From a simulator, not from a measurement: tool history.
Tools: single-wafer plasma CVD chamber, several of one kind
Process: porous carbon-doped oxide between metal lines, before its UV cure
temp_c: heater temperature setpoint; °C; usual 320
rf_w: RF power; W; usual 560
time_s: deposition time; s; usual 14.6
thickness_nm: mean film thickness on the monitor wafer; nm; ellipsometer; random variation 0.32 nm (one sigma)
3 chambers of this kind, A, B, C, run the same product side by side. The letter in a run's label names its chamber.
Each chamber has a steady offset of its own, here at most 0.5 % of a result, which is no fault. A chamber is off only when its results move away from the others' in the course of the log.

| run | hour | temp_c | rf_w | time_s | hours since the last thermocouple change | hours since the last RF generator calibration | read-back reference wafer on the same gauge, thickness_nm | thickness_nm |
|---|---|---|---|---|---|---|---|---|
| 1A | 7.1 | 320 | 560 | 14.6 | 727.1 | 316.7 | 92.752 | 78.431 |
| 2B | 22.2 | 320 | 560 | 14.6 | 1097.0 | 429.5 | 92.872 | 78.618 |
| 3C | 30.1 | 320 | 560 | 14.6 | 1047.4 | 1032.6 | 92.876 | 78.281 |
| 4C | 42.2 | 320 | 560 | 14.6 | 1059.5 | 1044.7 | 92.833 | 78.533 |
| 5B | 56.4 | 320 | 560 | 14.6 | 1131.2 | 463.7 | 92.798 | 78.788 |
| 6A | 69.9 | 320 | 560 | 14.6 | 789.9 | 379.5 | 92.716 | 78.334 |
| 7C | 78.0 | 320 | 560 | 14.6 | 1095.3 | 1080.5 | 92.834 | 77.952 |
| 8B | 91.2 | 320 | 560 | 14.6 | 1166.0 | 498.5 | 92.881 | 78.677 |
| 9A | 98.8 | 320 | 560 | 14.6 | 818.8 | 408.4 | 92.843 | 78.636 |
| 10C | 113.6 | 320 | 560 | 14.6 | 1130.9 | 1116.1 | 92.721 | 78.526 |
| 11B | 122.7 | 320 | 560 | 14.6 | 1197.5 | 530.0 | 92.673 | 78.451 |
| 12A | 131.2 | 320 | 560 | 14.6 | 851.2 | 440.8 | 92.798 | 78.710 |
| 13A | 140.5 | 320 | 560 | 14.6 | 860.5 | 450.1 | 92.760 | 78.615 |
| 14C | 151.1 | 320 | 560 | 14.6 | 1168.4 | 1153.6 | 92.868 | 78.209 |
| 15B | 164.9 | 320 | 560 | 14.6 | 1239.7 | 572.2 | 92.793 | 78.717 |
| 16C | 174.3 | 320 | 560 | 13.6 | 1191.6 | 1176.8 | 92.817 | 73.127 |
| 17A | 186.3 | 320 | 560 | 13.6 | 906.3 | 495.9 | 92.736 | 73.639 |
| 18B | 198.2 | 320 | 560 | 13.6 | 1273.0 | 605.5 | 92.800 | 73.655 |
| 19A | 212.0 | 320 | 560 | 13.3 | 932.0 | 521.6 | 92.911 | 71.749 |
| 20B | 227.0 | 320 | 560 | 13.3 | 1301.8 | 634.3 | 92.777 | 71.987 |
| 21C | 237.8 | 320 | 560 | 13.3 | 1255.1 | 1240.3 | 92.842 | 71.380 |
|  | 247.1 | chamber C: thermocouple changed; heater temperature recalibrated |
| 22A | 248.7 | 320 | 560 | 14.6 | 968.7 | 558.3 | 92.848 | 78.757 |
| 23C | 261.5 | 320 | 560 | 14.6 | 14.5 | 1264.0 | 92.845 | 78.364 |
| 24B | 275.6 | 320 | 560 | 14.6 | 1350.4 | 682.9 | 92.800 | 78.275 |

Is one chamber off against the others, does the gauge drift, or is nothing wrong? If a chamber is off, say which, and what the likeliest cause is.

No chamber stands off beyond its own small offset, and the gauge holds steady.
